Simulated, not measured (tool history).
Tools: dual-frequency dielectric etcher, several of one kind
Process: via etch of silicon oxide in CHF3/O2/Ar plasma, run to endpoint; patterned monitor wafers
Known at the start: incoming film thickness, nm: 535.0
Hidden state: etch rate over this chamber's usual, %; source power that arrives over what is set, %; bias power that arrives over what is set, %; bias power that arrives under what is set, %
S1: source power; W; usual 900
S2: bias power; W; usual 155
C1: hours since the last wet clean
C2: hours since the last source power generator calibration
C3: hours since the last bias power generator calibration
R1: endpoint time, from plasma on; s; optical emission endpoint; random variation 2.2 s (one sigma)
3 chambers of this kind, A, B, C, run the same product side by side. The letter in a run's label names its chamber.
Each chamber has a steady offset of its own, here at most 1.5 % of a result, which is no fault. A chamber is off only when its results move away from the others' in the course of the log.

run	day	S1	S2	C1	C2	C3	R1
1C	0.375	900	155	227.5	1405.5	884.0	241.55
2B	0.712	900	155	23.4	843.7	816.4	242.85
3A	1.162	900	155	484.0	1173.4	985.8	246.47
4C	1.679	900	155	258.8	1436.8	915.3	237.25
5B	1.971	900	155	53.6	873.9	846.6	242.05
6A	2.508	1110	155	516.3	1205.7	1018.1	222.07
7A	2.908	1110	155	525.9	1215.3	1027.7	220.68
8B	3.312	1110	155	85.8	906.1	878.8	224.26
9C	3.862	1110	185	311.2	1489.2	967.7	208.71
10B	4.475	1110	185	113.7	934.0	906.7	209.06
11C	5.046	1110	185	339.6	1517.6	996.1	212.24
12A	5.458	900	155	587.1	1276.5	1088.9	240.74
13C	5.879	900	141	359.6	1537.6	1016.1	245.66
# day 5.983: chamber A: wet clean of the chamber
14B	6.446	900	141	161.0	981.3	954.0	246.55
15A	6.804	900	141	19.7	1308.8	1121.2	239.43
16C	7.275	900	155	393.1	1571.1	1049.6	236.67
17A	7.883	900	155	45.6	1334.7	1147.1	229.68
18B	8.458	900	155	209.3	1029.6	1002.3	243.07
19A	8.875	900	155	69.4	1358.5	1170.9	230.58
20B	9.317	900	155	229.9	1050.2	1022.9	239.99
21C	9.688	900	179	451.0	1629.0	1107.5	229.50

What goes on in this fleet: one chamber off, a drifting gauge, or nothing beyond the chambers' own small offsets? Name the chamber and the cause, if any.

A service left chamber A off against the others.
Cause: etch rate over this chamber's usual, % = 5.01.

Here are 4 candidates for chamber A's next run, each the usual settings with a change, their results left as question marks. Which one brings its results back in line with what the others give on the usual settings?
In line means no further than this from the other chambers' mean on the usual settings: R1 7.60 s
22A-1	10.162	1040	176				?
22A-2	10.162	960	164				?
22A-3	10.162	700	155				?
22A-4	10.162	800	155				?

The other chambers' mean on the usual settings: R1 241.98 s
run	R1
22A-1	210.22
22A-2	221.80
22A-3	254.96
22A-4	242.27
22A-4 brings the chamber back in line.
